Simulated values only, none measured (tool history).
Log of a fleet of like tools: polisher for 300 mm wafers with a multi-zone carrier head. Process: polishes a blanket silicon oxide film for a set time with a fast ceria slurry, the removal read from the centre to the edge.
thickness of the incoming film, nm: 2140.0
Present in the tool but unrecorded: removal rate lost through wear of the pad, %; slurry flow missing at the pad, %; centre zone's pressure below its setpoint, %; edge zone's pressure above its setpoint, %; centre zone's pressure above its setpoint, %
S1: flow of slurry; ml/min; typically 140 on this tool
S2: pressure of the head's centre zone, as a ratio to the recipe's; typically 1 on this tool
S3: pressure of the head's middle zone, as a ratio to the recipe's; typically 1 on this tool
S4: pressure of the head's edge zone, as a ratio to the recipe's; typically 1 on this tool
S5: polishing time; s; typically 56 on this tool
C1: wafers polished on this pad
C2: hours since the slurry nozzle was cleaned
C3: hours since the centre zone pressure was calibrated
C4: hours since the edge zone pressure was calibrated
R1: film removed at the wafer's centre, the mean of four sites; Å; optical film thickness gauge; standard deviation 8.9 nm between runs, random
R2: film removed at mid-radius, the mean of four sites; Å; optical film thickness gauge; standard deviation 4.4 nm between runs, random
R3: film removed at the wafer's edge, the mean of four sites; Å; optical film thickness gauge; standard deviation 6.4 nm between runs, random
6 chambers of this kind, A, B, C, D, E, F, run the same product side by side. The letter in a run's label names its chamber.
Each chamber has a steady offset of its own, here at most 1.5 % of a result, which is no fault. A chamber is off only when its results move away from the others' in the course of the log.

{"hour": 4.1, "done": "chamber D: slurry nozzle cleaned"}
{"run": "1D", "hour": 11.1, "S1": 140, "S2": 1, "S3": 1, "S4": 1, "S5": 56, "C1": 878, "C2": 7.1, "C3": 974.9, "C4": 793.6, "R1": 6339.3, "R2": 6368.5, "R3": 6423.1}
{"hour": 17.7, "done": "chamber B: worn pad replaced by a new one"}
{"run": "2E", "hour": 20.8, "S1": 140, "S2": 1, "S3": 1, "S4": 1, "S5": 56, "C1": 692, "C2": 33.6, "C3": 60, "C4": 1041, "R1": 6313.7, "R2": 6445.2, "R3": 6390.8}
{"hour": 22.6, "done": "chamber D: worn pad replaced by a new one"}
{"run": "3B", "hour": 29.5, "S1": 140, "S2": 1, "S3": 1, "S4": 1, "S5": 56, "C1": 122, "C2": 588.1, "C3": 420.2, "C4": 946.1, "R1": 6290.3, "R2": 6442.8, "R3": 6460.1}
{"hour": 38.9, "done": "chamber F: worn pad replaced by a new one"}
{"hour": 41.0, "done": "chamber E: worn pad replaced by a new one"}
{"run": "4F", "hour": 43.7, "S1": 140, "S2": 1, "S3": 1, "S4": 1, "S5": 56, "C1": 49, "C2": 714.2, "C3": 211.5, "C4": 482.5, "R1": 6307, "R2": 6421.9, "R3": 6506}
{"run": "5A", "hour": 53.3, "S1": 140, "S2": 1, "S3": 1, "S4": 1, "S5": 65, "C1": 909, "C2": 385.2, "C3": 411.9, "C4": 419.8, "R1": 7510.1, "R2": 7604.4, "R3": 7435.9}
{"run": "6C", "hour": 63.0, "S1": 140, "S2": 1, "S3": 1, "S4": 1, "S5": 65, "C1": 756, "C2": 120.1, "C3": 415.9, "C4": 570.4, "R1": 7384.1, "R2": 7451.6, "R3": 7505.8}
{"run": "7C", "hour": 77.7, "S1": 140, "S2": 1, "S3": 1, "S4": 1, "S5": 65, "C1": 908, "C2": 134.8, "C3": 430.6, "C4": 585.1, "R1": 7323.6, "R2": 7420.7, "R3": 7284}
{"run": "8A", "hour": 87.7, "S1": 140, "S2": 1, "S3": 1, "S4": 1, "S5": 65, "C1": 1264, "C2": 419.6, "C3": 446.3, "C4": 454.2, "R1": 7359.9, "R2": 7466.6, "R3": 7327.4}
{"run": "9D", "hour": 99.8, "S1": 140, "S2": 1, "S3": 1, "S4": 1, "S5": 65, "C1": 799, "C2": 95.8, "C3": 1063.6, "C4": 882.3, "R1": 7390.8, "R2": 7442.1, "R3": 7428.3}
{"hour": 109.1, "done": "chamber D: worn pad replaced by a new one"}
{"run": "10E", "hour": 111.7, "S1": 140, "S2": 1, "S3": 1, "S4": 1, "S5": 65, "C1": 731, "C2": 124.5, "C3": 150.9, "C4": 1131.9, "R1": 7401.4, "R2": 7288.4, "R3": 7482.3}
{"hour": 112.0, "done": "chamber A: worn pad replaced by a new one"}
{"hour": 112.6, "done": "chamber B: centre zone pressure recalibrated"}
{"hour": 114.0, "done": "chamber C: worn pad replaced by a new one"}
{"run": "11F", "hour": 122.3, "S1": 140, "S2": 1, "S3": 1, "S4": 1, "S5": 56, "C1": 862, "C2": 792.8, "C3": 290.1, "C4": 561.1, "R1": 6256, "R2": 6465.7, "R3": 6349.3}
{"hour": 129.4, "done": "chamber B: worn pad replaced by a new one"}
{"run": "12B", "hour": 130.0, "S1": 140, "S2": 1, "S3": 1, "S4": 1, "S5": 56, "C1": 6, "C2": 688.6, "C3": 17.4, "C4": 1046.6, "R1": 6262.7, "R2": 6316.2, "R3": 6392.7}
{"hour": 134.7, "done": "chamber A: centre zone pressure recalibrated"}
{"run": "13C", "hour": 145.2, "S1": 140, "S2": 1, "S3": 1, "S4": 1, "S5": 56, "C1": 323, "C2": 202.3, "C3": 498.1, "C4": 652.6, "R1": 6423.1, "R2": 6349, "R3": 6403.3}
{"hour": 148.5, "done": "chamber B: slurry nozzle cleaned"}
{"hour": 153.1, "done": "chamber E: worn pad replaced by a new one"}
{"run": "14A", "hour": 160.3, "S1": 140, "S2": 1, "S3": 1, "S4": 1, "S5": 56, "C1": 500, "C2": 492.2, "C3": 25.7, "C4": 526.8, "R1": 6435.3, "R2": 6447.1, "R3": 6264.5}
{"hour": 166.7, "done": "chamber F: centre zone pressure recalibrated"}
{"run": "15F", "hour": 173.7, "S1": 140, "S2": 1, "S3": 1, "S4": 1, "S5": 56, "C1": 1394, "C2": 844.2, "C3": 7, "C4": 612.5, "R1": 6316.1, "R2": 6482.5, "R3": 6326.9}
{"hour": 174.0, "done": "chamber A: slurry nozzle cleaned"}
{"hour": 177.7, "done": "chamber F: slurry nozzle cleaned"}
{"run": "16D", "hour": 184.2, "S1": 140, "S2": 1, "S3": 1, "S4": 1, "S5": 56, "C1": 777, "C2": 180.2, "C3": 1148, "C4": 966.7, "R1": 6350.4, "R2": 6392.9, "R3": 6394.9}
{"hour": 186.7, "done": "chamber F: worn pad replaced by a new one"}
{"run": "17E", "hour": 198.6, "S1": 140, "S2": 1, "S3": 1, "S4": 1, "S5": 56, "C1": 471, "C2": 211.4, "C3": 237.8, "C4": 1218.8, "R1": 6273.6, "R2": 6428.5, "R3": 6538}
{"run": "18B", "hour": 211.7, "S1": 140, "S2": 1, "S3": 1, "S4": 1, "S5": 56, "C1": 852, "C2": 63.3, "C3": 99.1, "C4": 1128.3, "R1": 6157, "R2": 6346.6, "R3": 6370.5}
{"hour": 212.3, "done": "chamber D: worn pad replaced by a new one"}
{"run": "19F", "hour": 225.5, "S1": 140, "S2": 1, "S3": 1, "S4": 1, "S5": 56, "C1": 401, "C2": 47.8, "C3": 58.8, "C4": 664.3, "R1": 6402.5, "R2": 6400.5, "R3": 6354.9}
{"hour": 228.1, "done": "chamber D: centre zone pressure recalibrated"}
{"run": "20B", "hour": 236.9, "S1": 140, "S2": 1, "S3": 1, "S4": 1, "S5": 56, "C1": 1112, "C2": 88.5, "C3": 124.3, "C4": 1153.5, "R1": 6312.3, "R2": 6419.6, "R3": 6330.4}
{"hour": 238.6, "done": "chamber A: worn pad replaced by a new one"}
{"hour": 238.7, "done": "chamber C: worn pad replaced by a new one"}
{"run": "21D", "hour": 249.3, "S1": 140, "S2": 1, "S3": 1, "S4": 1, "S5": 56, "C1": 382, "C2": 245.3, "C3": 21.3, "C4": 1031.8, "R1": 6419.6, "R2": 6477.2, "R3": 6421}
{"hour": 254.3, "done": "chamber B: worn pad replaced by a new one"}
{"hour": 257.8, "done": "chamber E: worn pad replaced by a new one"}
{"run": "22E", "hour": 262.4, "S1": 140, "S2": 1, "S3": 1, "S4": 1, "S5": 56, "C1": 47, "C2": 275.2, "C3": 301.6, "C4": 1282.6, "R1": 6339.4, "R2": 6474.4, "R3": 6425.3}
{"hour": 262.8, "done": "chamber E: edge zone pressure recalibrated"}
{"run": "23C", "hour": 269.6, "S1": 140, "S2": 1, "S3": 1, "S4": 1, "S5": 56, "C1": 320, "C2": 326.7, "C3": 622.5, "C4": 777, "R1": 6352, "R2": 6366.5, "R3": 6446.8}
{"run": "24A", "hour": 280.1, "S1": 140, "S2": 1, "S3": 1, "S4": 1, "S5": 56, "C1": 430, "C2": 106.2, "C3": 145.5, "C4": 646.6, "R1": 6296.5, "R2": 6471.9, "R3": 6230.2}
{"run": "25D", "hour": 293.3, "S1": 140, "S2": 1, "S3": 1, "S4": 1, "S5": 56, "C1": 838, "C2": 289.3, "C3": 65.3, "C4": 1075.8, "R1": 6237.9, "R2": 6388.4, "R3": 6306.5}
{"run": "26E", "hour": 300.3, "S1": 115, "S2": 1, "S3": 1, "S4": 1, "S5": 41, "C1": 439, "C2": 313.1, "C3": 339.5, "C4": 37.5, "R1": 4411.5, "R2": 4518, "R3": 4704.1}
{"hour": 306.0, "done": "chamber D: worn pad replaced by a new one"}
{"run": "27B", "hour": 312.8, "S1": 115, "S2": 1, "S3": 1, "S4": 1, "S5": 41, "C1": 605, "C2": 164.4, "C3": 200.2, "C4": 1229.4, "R1": 4454.3, "R2": 4451.8, "R3": 4533.7}
{"hour": 313.1, "done": "chamber F: worn pad replaced by a new one"}
{"run": "28A", "hour": 321.2, "S1": 115, "S2": 1, "S3": 1, "S4": 1, "S5": 41, "C1": 855, "C2": 147.3, "C3": 186.6, "C4": 687.7, "R1": 4471.2, "R2": 4524.5, "R3": 4492.5}
{"run": "29C", "hour": 333.9, "S1": 115, "S2": 1, "S3": 1, "S4": 1, "S5": 41, "C1": 985, "C2": 391, "C3": 686.8, "C4": 841.3, "R1": 4473.7, "R2": 4447.4, "R3": 4534.8}
{"run": "30F", "hour": 341.8, "S1": 115, "S2": 1, "S3": 1, "S4": 1, "S5": 41, "C1": 296, "C2": 164.1, "C3": 175.1, "C4": 780.6, "R1": 4463.1, "R2": 4560.5, "R3": 4454.6}
{"run": "31E", "hour": 354.0, "S1": 115, "S2": 1, "S3": 1, "S4": 1, "S5": 41, "C1": 995, "C2": 366.8, "C3": 393.2, "C4": 91.2, "R1": 4500.4, "R2": 4502, "R3": 4592.8}
{"run": "32B", "hour": 368.3, "S1": 140, "S2": 1, "S3": 1, "S4": 1, "S5": 56, "C1": 1180, "C2": 219.9, "C3": 255.7, "C4": 1284.9, "R1": 6385.9, "R2": 6456.9, "R3": 6567.8}
{"hour": 381.1, "done": "chamber B: worn pad replaced by a new one"}
{"run": "33C", "hour": 383.5, "S1": 140, "S2": 1, "S3": 1, "S4": 1, "S5": 56, "C1": 1498, "C2": 440.6, "C3": 736.4, "C4": 890.9, "R1": 6479.3, "R2": 6368.4, "R3": 6398.4}
{"hour": 396.1, "done": "chamber A: worn pad replaced by a new one"}
{"run": "34D", "hour": 398.4, "S1": 140, "S2": 1, "S3": 1, "S4": 1, "S5": 56, "C1": 956, "C2": 394.4, "C3": 170.4, "C4": 1180.9, "R1": 6342, "R2": 6443.7, "R3": 6457.4}
{"hour": 399.0, "done": "chamber C: worn pad replaced by a new one"}
{"run": "35F", "hour": 407.1, "S1": 140, "S2": 1, "S3": 1, "S4": 1.12, "S5": 72, "C1": 972, "C2": 229.4, "C3": 240.4, "C4": 845.9, "R1": 8228.6, "R2": 8277.5, "R3": 8535.8}
{"run": "36A", "hour": 417.4, "S1": 140, "S2": 1, "S3": 1, "S4": 1.12, "S5": 72, "C1": 221, "C2": 243.5, "C3": 282.8, "C4": 783.9, "R1": 8272.6, "R2": 8257.3, "R3": 8672.8}
{"run": "37A", "hour": 430.1, "S1": 140, "S2": 1, "S3": 1, "S4": 1.12, "S5": 72, "C1": 352, "C2": 256.2, "C3": 295.5, "C4": 796.6, "R1": 8280.9, "R2": 8292.3, "R3": 8783.7}
{"run": "38F", "hour": 444.3, "S1": 140, "S2": 1, "S3": 1, "S4": 1.12, "S5": 72, "C1": 1357, "C2": 266.6, "C3": 277.6, "C4": 883.1, "R1": 8180, "R2": 8270.4, "R3": 8690.1}
{"run": "39C", "hour": 451.2, "S1": 140, "S2": 1, "S3": 1, "S4": 1.12, "S5": 72, "C1": 540, "C2": 508.3, "C3": 804.1, "C4": 958.6, "R1": 8258.1, "R2": 8293.6, "R3": 8594.2}
{"run": "40B", "hour": 466.2, "S1": 140, "S2": 1, "S3": 1, "S4": 1.12, "S5": 72, "C1": 880, "C2": 317.8, "C3": 353.6, "C4": 1382.8, "R1": 8224.1, "R2": 8190.1, "R3": 8754.6}

The same settings go to every chamber for the next run, one line per chamber below. Forecast the results for each:
{"run": "41A", "hour": 477.7, "S1": 140, "S2": 1, "S3": 1, "S4": 1.08, "S5": 56, "R1": "?", "R2": "?", "R3": "?"}
{"run": "41B", "hour": 477.7, "S1": 140, "S2": 1, "S3": 1, "S4": 1.08, "S5": 56, "R1": "?", "R2": "?", "R3": "?"}
{"run": "41C", "hour": 477.7, "S1": 140, "S2": 1, "S3": 1, "S4": 1.08, "S5": 56, "R1": "?", "R2": "?", "R3": "?"}
{"run": "41D", "hour": 477.7, "S1": 140, "S2": 1, "S3": 1, "S4": 1.08, "S5": 56, "R1": "?", "R2": "?", "R3": "?"}
{"run": "41E", "hour": 477.7, "S1": 140, "S2": 1, "S3": 1, "S4": 1.08, "S5": 56, "R1": "?", "R2": "?", "R3": "?"}
{"run": "41F", "hour": 477.7, "S1": 140, "S2": 1, "S3": 1, "S4": 1.08, "S5": 56, "R1": "?", "R2": "?", "R3": "?"}

run=41A R1=6483.3 R2=6460.1 R3=6589.6
run=41B R1=6585.1 R2=6407.6 R3=6724.8
run=41C R1=6441.6 R2=6438.9 R3=6589.7
run=41D R1=6396.5 R2=6375.5 R3=6732.2
run=41E R1=6426.5 R2=6395.8 R3=6704.8
run=41F R1=6417 R2=6413.6 R3=6525.5
